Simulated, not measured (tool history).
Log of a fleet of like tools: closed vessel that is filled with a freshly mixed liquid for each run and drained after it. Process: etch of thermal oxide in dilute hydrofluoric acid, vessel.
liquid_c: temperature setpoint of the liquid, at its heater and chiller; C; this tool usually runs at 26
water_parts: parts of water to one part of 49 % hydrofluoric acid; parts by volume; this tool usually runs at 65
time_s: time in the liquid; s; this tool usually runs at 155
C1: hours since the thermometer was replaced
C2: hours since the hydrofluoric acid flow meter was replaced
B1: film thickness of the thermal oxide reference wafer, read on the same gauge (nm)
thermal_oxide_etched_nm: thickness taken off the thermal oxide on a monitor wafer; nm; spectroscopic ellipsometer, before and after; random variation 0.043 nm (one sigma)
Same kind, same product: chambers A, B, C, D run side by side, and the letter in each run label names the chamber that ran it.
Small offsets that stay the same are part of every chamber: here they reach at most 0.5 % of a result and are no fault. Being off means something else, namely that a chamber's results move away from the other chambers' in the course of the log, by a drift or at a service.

Run 1B, hour 9.7: usual settings; C1 126.1; C2 57.2; B1 89.992. Result: thermal_oxide_etched_nm 12.8170 nm.
Run 2D, hour 20.1: usual settings; C1 469.6; C2 159.6; B1 89.998. Result: thermal_oxide_etched_nm 12.7690 nm.
Run 3A, hour 26.0: usual settings; C1 1175.4; C2 605.8; B1 90.001. Result: thermal_oxide_etched_nm 12.8230 nm.
Run 4C, hour 34.1: usual settings; C1 436.9; C2 112.5; B1 89.987. Result: thermal_oxide_etched_nm 12.7820 nm.
Run 5B, hour 45.9: usual settings; C1 162.3; C2 93.4; B1 90.015. Result: thermal_oxide_etched_nm 12.8500 nm.
Run 6A, hour 51.4: usual settings; C1 1200.8; C2 631.2; B1 90.008. Result: thermal_oxide_etched_nm 12.7880 nm.
Run 7C, hour 56.7: usual settings; C1 459.5; C2 135.1; B1 90.008. Result: thermal_oxide_etched_nm 12.8190 nm.
Run 8D, hour 64.2: usual settings; C1 513.7; C2 203.7; B1 90.019. Result: thermal_oxide_etched_nm 12.8170 nm.
Run 9B, hour 76.1: usual settings; C1 192.5; C2 123.6; B1 90.008. Result: thermal_oxide_etched_nm 12.8120 nm.
Run 10C, hour 83.1: usual settings; C1 485.9; C2 161.5; B1 90.001. Result: thermal_oxide_etched_nm 12.8450 nm.
Run 11A, hour 93.5: usual settings; C1 1242.9; C2 673.3; B1 90.004. Result: thermal_oxide_etched_nm 12.9010 nm.
Run 12D, hour 100.7: usual settings; C1 550.2; C2 240.2; B1 90.012. Result: thermal_oxide_etched_nm 12.7780 nm.
Run 13A, hour 112.1: usual settings; C1 1261.5; C2 691.9; B1 89.999. Result: thermal_oxide_etched_nm 12.8160 nm.
Run 14B, hour 118.6: usual settings but water_parts 85 parts by volume, time_s 230 s; C1 235.0; C2 166.1; B1 89.996. Result: thermal_oxide_etched_nm 14.1340 nm.
Run 15D, hour 128.0: usual settings but water_parts 85 parts by volume, time_s 230 s; C1 577.5; C2 267.5; B1 90.004. Result: thermal_oxide_etched_nm 14.0750 nm.
Run 16C, hour 137.2: usual settings but water_parts 85 parts by volume, time_s 230 s; C1 540.0; C2 215.6; B1 90.012. Result: thermal_oxide_etched_nm 14.1220 nm.
Run 17C, hour 148.9: usual settings but water_parts 85 parts by volume, time_s 230 s; C1 551.7; C2 227.3; B1 90.000. Result: thermal_oxide_etched_nm 14.1630 nm.
Run 18B, hour 160.2: usual settings but water_parts 80 parts by volume, time_s 120 s; C1 276.6; C2 207.7; B1 90.011. Result: thermal_oxide_etched_nm 7.9052 nm.
Run 19A, hour 169.9: usual settings but water_parts 80 parts by volume, time_s 120 s; C1 1319.3; C2 749.7; B1 89.996. Result: thermal_oxide_etched_nm 7.9625 nm.
Run 20D, hour 180.0: usual settings but water_parts 80 parts by volume, time_s 120 s; C1 629.5; C2 319.5; B1 90.015. Result: thermal_oxide_etched_nm 7.9160 nm.
Run 21C, hour 187.3: usual settings but water_parts 80 parts by volume, time_s 120 s; C1 590.1; C2 265.7; B1 89.992. Result: thermal_oxide_etched_nm 7.9491 nm.
Run 22D, hour 196.2: usual settings; C1 645.7; C2 335.7; B1 90.026. Result: thermal_oxide_etched_nm 12.8170 nm.
Run 23B, hour 206.2: usual settings; C1 322.6; C2 253.7; B1 89.999. Result: thermal_oxide_etched_nm 12.8330 nm.
Run 24A, hour 214.3: usual settings; C1 1363.7; C2 794.1; B1 89.990. Result: thermal_oxide_etched_nm 12.7380 nm.
Run 25B, hour 221.3: usual settings; C1 337.7; C2 268.8; B1 90.005. Result: thermal_oxide_etched_nm 12.8420 nm.
Run 26A, hour 230.8: usual settings but time_s 230 s; C1 1380.2; C2 810.6; B1 89.996. Result: thermal_oxide_etched_nm 18.9730 nm.
Run 27C, hour 240.7: usual settings but time_s 230 s; C1 643.5; C2 319.1; B1 90.006. Result: thermal_oxide_etched_nm 19.0090 nm.
Run 28D, hour 246.3: usual settings but time_s 230 s; C1 695.8; C2 385.8; B1 89.996. Result: thermal_oxide_etched_nm 18.9370 nm.

Each of the 4 chambers runs these same settings next. Fill in every chamber's results:
Run 29A, hour 254.8: usual settings. Result: thermal_oxide_etched_nm ?.
Run 29B, hour 254.8: usual settings. Result: thermal_oxide_etched_nm ?.
Run 29C, hour 254.8: usual settings. Result: thermal_oxide_etched_nm ?.
Run 29D, hour 254.8: usual settings. Result: thermal_oxide_etched_nm ?.

run  thermal_oxide_etched_nm
29A                  12.8720
29B                  12.8350
29C                  12.8150
29D                  12.8030
